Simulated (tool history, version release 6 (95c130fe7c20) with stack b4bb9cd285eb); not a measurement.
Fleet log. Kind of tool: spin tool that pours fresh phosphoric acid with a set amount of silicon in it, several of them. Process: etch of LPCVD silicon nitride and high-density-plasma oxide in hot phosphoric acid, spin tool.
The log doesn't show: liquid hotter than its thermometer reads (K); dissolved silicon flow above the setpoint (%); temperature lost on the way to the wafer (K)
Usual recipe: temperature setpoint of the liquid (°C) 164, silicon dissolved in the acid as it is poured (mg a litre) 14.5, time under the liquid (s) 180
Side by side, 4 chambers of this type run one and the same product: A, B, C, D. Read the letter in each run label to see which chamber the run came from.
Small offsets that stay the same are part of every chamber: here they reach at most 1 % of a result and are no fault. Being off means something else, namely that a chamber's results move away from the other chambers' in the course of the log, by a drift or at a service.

run   hour  temperature setpoint of the liquid (°C)  silicon dissolved in the acid as it is poured (mg a litre)  time under the liquid (s)  hours since the thermometer was replaced  hours since the dissolved silicon flow meter was replaced  hours since the heated supply line was repaired  read-back film thickness of the LPCVD silicon nitride reference wafer, read on the same gauge (nm)  read-back film thickness of the high-density-plasma oxide reference wafer, read on the same gauge (nm)  thickness taken off the LPCVD silicon nitride on a monitor wafer (angstrom)  thickness taken off the high-density-plasma oxide on a monitor wafer (angstrom)
 1A   13.9                                      164                                                        14.5                        180                                    1106.3                                                       89.1                                            288.4                                                                                              49.993                                                                                                  50.018                                                                       184.97                                                                           5.0244
 2C   27.4                                      164                                                        14.5                        180                                    1341.2                                                      291.7                                           1498.2                                                                                              49.994                                                                                                  50.064                                                                       186.33                                                                           4.4042
 3B   36.6                                      164                                                        14.5                        180                                    1294.3                                                      933.1                                           1322.7                                                                                              50.003                                                                                                  49.994                                                                        182.1                                                                           5.0805
 4D   47.8                                      164                                                        14.5                        180                                      48.5                                                      535.1                                              266                                                                                              49.972                                                                                                  49.991                                                                       184.18                                                                           4.8682
 5B   60.3                                      164                                                        14.5                        180                                      1318                                                      956.8                                           1346.4                                                                                              50.004                                                                                                  50.006                                                                       182.17                                                                            4.411
 6A     68                                      164                                                        14.5                        180                                    1160.4                                                      143.2                                            342.5                                                                                              50.022                                                                                                  49.976                                                                       185.74                                                                           4.9073
      74.5  -- chamber C: heated supply line repaired
 7C   80.5                                      164                                                        14.5                        180                                    1394.3                                                      344.8                                              6.1                                                                                              50.005                                                                                                  50.003                                                                       183.95                                                                           4.9186
 8D   87.5                                      164                                                        14.5                         90                                      88.2                                                      574.8                                            305.7                                                                                              49.996                                                                                                  50.002                                                                       91.251                                                                           2.2194
 9C  101.4                                      164                                                        14.5                         90                                    1415.2                                                      365.7                                               27                                                                                              50.009                                                                                                  49.983                                                                       92.644                                                                           2.2012
     111.1  -- chamber A: thermometer replaced
10A  113.7                                      164                                                        14.5                         90                                       2.6                                                      188.9                                            388.2                                                                                              50.021                                                                                                  49.987                                                                       92.245                                                                           2.1291
11B  126.7                                      164                                                        14.5                         90                                    1384.4                                                     1023.2                                           1412.8                                                                                              49.991                                                                                                   50.03                                                                       90.776                                                                           2.5217
12D  140.7                                      164                                                        14.5                        180                                     141.4                                                        628                                            358.9                                                                                              49.965                                                                                                  49.974                                                                       184.55                                                                            5.098
       148  -- chamber B: thermometer replaced
13A  150.4                                      164                                                        14.5                        180                                      39.3                                                      225.6                                            424.9                                                                                              49.998                                                                                                      50                                                                       182.54                                                                           4.7427
14B  157.3                                      164                                                        14.5                        180                                       9.4                                                     1053.8                                           1443.4                                                                                              49.998                                                                                                  50.025                                                                       182.64                                                                           5.3035
15C  166.2                                      164                                                        14.5                        180                                      1480                                                      430.5                                             91.8                                                                                              49.986                                                                                                  50.026                                                                       183.46                                                                           4.7416
16D  179.5                                      164                                                        14.5                        180                                     180.2                                                      666.8                                            397.7                                                                                              50.023                                                                                                  50.004                                                                       183.12                                                                           5.0443
17C  193.9                                      164                                                        14.5                        180                                    1507.7                                                      458.2                                            119.5                                                                                                  50                                                                                                  50.012                                                                       184.53                                                                           4.6374
18B  205.7                                      164                                                         9.5                        270                                      57.8                                                     1102.2                                           1491.8                                                                                              49.982                                                                                                  49.999                                                                       274.99                                                                           8.3279
19D  213.6                                      164                                                         9.5                        270                                     214.3                                                      700.9                                            431.8                                                                                              49.975                                                                                                  50.033                                                                       274.72                                                                           7.5843
20A  220.9                                      164                                                         9.5                        270                                     109.8                                                      296.1                                            495.4                                                                                               49.98                                                                                                  49.979                                                                       273.97                                                                           8.7704
21B  228.5                                      164                                                         9.5                        270                                      80.6                                                       1125                                           1514.6                                                                                              50.012                                                                                                   49.99                                                                       276.66                                                                            8.268
22D  239.1                                      164                                                        14.5                        180                                     239.8                                                      726.4                                            457.3                                                                                                  50                                                                                                  50.015                                                                       185.68                                                                           4.6175
23C  250.8                                      164                                                        14.5                        180                                    1564.6                                                      515.1                                            176.4                                                                                              50.013                                                                                                  50.001                                                                        183.6                                                                           4.9912
24A  258.8                                      164                                                        14.5                        180                                     147.7                                                        334                                            533.3                                                                                              49.998                                                                                                  49.979                                                                        185.7                                                                           4.6629
25C  267.3                                      164                                                        14.5                        180                                    1581.1                                                      531.6                                            192.9                                                                                              50.007                                                                                                  49.986                                                                        183.7                                                                           5.1668
26D  280.7                                      164                                                        14.5                        180                                     281.4                                                        768                                            498.9                                                                                              50.007                                                                                                  50.045                                                                       183.13                                                                           4.8141
27B  291.8                                      164                                                        14.5                        180                                     143.9                                                     1188.3                                           1577.9                                                                                              49.996                                                                                                  50.017                                                                       182.68                                                                            5.465
28A    299                                      164                                                        14.5                        180                                     187.9                                                      374.2                                            573.5                                                                                              49.985                                                                                                  49.998                                                                       184.32                                                                           4.6282
29C  305.8                                      164                                                        14.5                        180                                    1619.6                                                      570.1                                            231.4                                                                                              50.012                                                                                                  49.956                                                                       185.35                                                                             4.51
30D  318.9                                      164                                                        14.5                        180                                     319.6                                                      806.2                                            537.1                                                                                              49.989                                                                                                  50.021                                                                       185.21                                                                           4.9913
31B  332.4                                      164                                                        14.5                        180                                     184.5                                                     1228.9                                           1618.5                                                                                              49.991                                                                                                  49.989                                                                       183.09                                                                            4.583
32A  342.5                                      164                                                        14.5                        180                                     231.4                                                      417.7                                              617                                                                                              50.003                                                                                                  49.945                                                                       185.12                                                                           4.7213
33B  350.2                                      164                                                        14.5                        180                                     202.3                                                     1246.7                                           1636.3                                                                                              50.016                                                                                                  50.025                                                                          185                                                                           4.7138
34C    359                                      164                                                        14.5                        180                                    1672.8                                                      623.3                                            284.6                                                                                               49.98                                                                                                  49.949                                                                       184.62                                                                           4.8759
35D  368.8                                      164                                                        14.5                        180                                     369.5                                                      856.1                                              587                                                                                              49.981                                                                                                  49.996                                                                        182.4                                                                           4.3931

Is one chamber off against the others, does the gauge drift, or is nothing wrong? If a chamber is off, say which, and what the likeliest cause is.

Nothing is wrong: each chamber keeps only its own small, steady offset and the gauge holds still.

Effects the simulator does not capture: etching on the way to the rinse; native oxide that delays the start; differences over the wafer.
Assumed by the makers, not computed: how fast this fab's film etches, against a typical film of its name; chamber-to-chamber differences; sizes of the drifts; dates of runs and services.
